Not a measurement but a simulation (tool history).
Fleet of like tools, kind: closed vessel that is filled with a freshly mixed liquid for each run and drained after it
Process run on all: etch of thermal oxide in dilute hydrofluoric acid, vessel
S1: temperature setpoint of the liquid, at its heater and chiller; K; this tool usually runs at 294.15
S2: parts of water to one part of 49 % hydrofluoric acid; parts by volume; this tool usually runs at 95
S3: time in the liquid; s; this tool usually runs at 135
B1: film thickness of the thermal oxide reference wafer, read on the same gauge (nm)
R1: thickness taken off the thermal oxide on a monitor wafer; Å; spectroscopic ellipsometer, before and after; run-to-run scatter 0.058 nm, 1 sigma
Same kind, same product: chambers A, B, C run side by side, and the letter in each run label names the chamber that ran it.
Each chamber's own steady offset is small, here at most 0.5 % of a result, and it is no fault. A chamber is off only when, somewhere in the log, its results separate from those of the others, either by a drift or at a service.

run 1B hour=5.6 | S1=294.15 S2=95 S3=135 | B1=29.995 | R1=62.699
run 2A hour=10.7 | S1=294.15 S2=95 S3=135 | B1=29.964 | R1=60.865
run 3C hour=16.7 | S1=294.15 S2=95 S3=135 | B1=30.035 | R1=61.620
run 4C hour=22.1 | S1=294.15 S2=95 S3=135 | B1=30.004 | R1=61.287
run 5A hour=28.0 | S1=294.15 S2=95 S3=135 | B1=30.011 | R1=61.729
run 6B hour=32.2 | S1=294.15 S2=95 S3=135 | B1=30.022 | R1=61.587
run 7B hour=36.5 | S1=294.15 S2=95 S3=135 | B1=30.007 | R1=62.445
-- hour=39.8 chamber C: hydrofluoric acid flow meter replaced
run 8A hour=42.4 | S1=294.15 S2=95 S3=135 | B1=30.007 | R1=61.024
run 9C hour=46.1 | S1=294.15 S2=95 S3=135 | B1=30.024 | R1=60.948
run 10A hour=49.9 | S1=294.15 S2=135 S3=85 | B1=29.988 | R1=25.730
run 11B hour=55.4 | S1=294.15 S2=135 S3=85 | B1=30.004 | R1=25.974
run 12C hour=58.9 | S1=294.15 S2=135 S3=85 | B1=29.960 | R1=25.903
run 13B hour=62.9 | S1=294.15 S2=95 S3=135 | B1=29.993 | R1=61.648
run 14A hour=66.5 | S1=294.15 S2=95 S3=135 | B1=30.005 | R1=61.854
run 15C hour=73.3 | S1=294.15 S2=95 S3=135 | B1=30.019 | R1=61.514
run 16A hour=77.6 | S1=294.15 S2=95 S3=90 | B1=29.994 | R1=41.210
run 17C hour=81.9 | S1=294.15 S2=95 S3=90 | B1=30.009 | R1=40.739
run 18B hour=88.6 | S1=294.15 S2=95 S3=90 | B1=29.995 | R1=40.829
run 19C hour=94.0 | S1=294.15 S2=95 S3=135 | B1=29.969 | R1=60.904
run 20B hour=97.6 | S1=294.15 S2=95 S3=135 | B1=29.964 | R1=61.904
run 21A hour=101.6 | S1=294.15 S2=95 S3=135 | B1=30.012 | R1=61.767
run 22B hour=106.1 | S1=294.15 S2=95 S3=135 | B1=30.031 | R1=61.960
run 23C hour=110.7 | S1=294.15 S2=95 S3=135 | B1=29.975 | R1=60.962
run 24A hour=114.4 | S1=294.15 S2=95 S3=135 | B1=30.015 | R1=62.227
run 25C hour=117.6 | S1=290.15 S2=95 S3=100 | B1=30.000 | R1=38.640
run 26A hour=123.3 | S1=290.15 S2=95 S3=100 | B1=30.010 | R1=38.360

Each of the 3 chambers runs these same settings next. Fill in every chamber's results:
run 27A hour=128.3 | S1=294.15 S2=120 S3=135 | R1=?
run 27B hour=128.3 | S1=294.15 S2=120 S3=135 | R1=?
run 27C hour=128.3 | S1=294.15 S2=120 S3=135 | R1=?

run=27A R1=47.554
run=27B R1=47.618
run=27C R1=46.665

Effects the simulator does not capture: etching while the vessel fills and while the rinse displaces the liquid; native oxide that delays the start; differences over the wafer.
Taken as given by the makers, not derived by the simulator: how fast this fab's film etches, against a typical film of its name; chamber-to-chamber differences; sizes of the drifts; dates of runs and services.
